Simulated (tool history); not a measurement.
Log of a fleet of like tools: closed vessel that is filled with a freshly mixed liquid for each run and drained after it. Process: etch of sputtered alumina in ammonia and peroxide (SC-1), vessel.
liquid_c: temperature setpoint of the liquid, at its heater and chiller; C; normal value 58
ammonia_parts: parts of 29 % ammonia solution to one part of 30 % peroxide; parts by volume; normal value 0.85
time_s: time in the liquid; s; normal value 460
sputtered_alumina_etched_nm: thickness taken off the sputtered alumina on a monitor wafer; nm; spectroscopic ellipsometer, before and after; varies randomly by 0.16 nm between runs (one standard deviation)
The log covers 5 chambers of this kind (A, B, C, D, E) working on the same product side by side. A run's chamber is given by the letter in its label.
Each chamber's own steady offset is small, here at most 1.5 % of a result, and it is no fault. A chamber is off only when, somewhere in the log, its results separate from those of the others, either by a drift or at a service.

run   hour  liquid_c  ammonia_parts  time_s  read-back film thickness of the sputtered alumina reference wafer, read on the same gauge (nm)  sputtered_alumina_etched_nm
 1C    5.4        58           0.85     460                                                                                           30.02                        24.51
 2B      8        58           0.85     460                                                                                          29.989                       23.934
 3A   12.2        58           0.85     460                                                                                          29.995                       23.897
 4E   16.1        58           0.85     460                                                                                          29.994                       23.526
 5D   18.9        58           0.85     460                                                                                          29.991                       23.838
 6E   22.1        58           0.85     460                                                                                          30.009                       23.603
 7A   27.4        58           0.85     460                                                                                          29.994                       23.655
 8C   32.8        58           0.85     460                                                                                          29.999                       24.721
 9D   35.8        58           0.85     460                                                                                          29.983                       23.846
10B   39.5        58           0.85     355                                                                                           29.98                       18.656
11C   44.3        58           0.85     355                                                                                          29.996                       18.757
12E   49.1        58           0.85     355                                                                                          30.005                       18.439
13D   51.7        58           0.85     355                                                                                          30.004                       18.447
14A   56.3        58           0.85     355                                                                                          30.018                       18.516
15B   59.6      67.5           0.85     460                                                                                          29.989                       39.151
16E   62.8      67.5           0.85     460                                                                                          29.995                       38.735
17B   66.1      67.5           0.85     460                                                                                          30.004                       39.053
      69.9  -- chamber D: new drum of ammonia solution connected
18C   71.3      67.5           0.85     460                                                                                          30.001                       40.075
19D   74.9      67.5           0.85     460                                                                                          30.038                       38.716
20A   80.3        58           0.85     460                                                                                          30.003                       23.709
      80.9  -- chamber A: new drum of ammonia solution connected
21D   85.7      54.5           1.15     460                                                                                              30                       20.177
      89.9  -- chamber E: thermometer replaced
22A   90.6      54.5           1.15     460                                                                                          29.994                       20.551
23C   94.4      54.5           1.15     460                                                                                          29.989                         21.3
24B   97.8      54.5           1.15     460                                                                                          30.009                       20.455
25E    101      54.5           1.15     460                                                                                          29.982                       20.335
     102.5  -- chamber E: new drum of ammonia solution connected
26D  105.8        58           0.85     460                                                                                          29.995                       23.802
27A  109.5        58           0.85     460                                                                                              30                        23.88
28C  113.7        58           0.85     460                                                                                          30.002                       25.334
29B  117.2        58           0.85     460                                                                                          30.055                       24.229
30E  122.3        58           0.85     460                                                                                           30.02                       23.963
31A  125.2        58           0.85     460                                                                                          30.006                       23.784

The same settings go to every chamber for the next run, one line per chamber below. Forecast the results for each:
32A  129.1        58           0.85     460                                                                                                                            ?
32B  129.1        58           0.85     460                                                                                                                            ?
32C  129.1        58           0.85     460                                                                                                                            ?
32D  129.1        58           0.85     460                                                                                                                            ?
32E  129.1        58           0.85     460                                                                                                                            ?

run  sputtered_alumina_etched_nm
32A                       24.136
32B                       24.403
32C                       25.744
32D                       23.807
32E                       23.913

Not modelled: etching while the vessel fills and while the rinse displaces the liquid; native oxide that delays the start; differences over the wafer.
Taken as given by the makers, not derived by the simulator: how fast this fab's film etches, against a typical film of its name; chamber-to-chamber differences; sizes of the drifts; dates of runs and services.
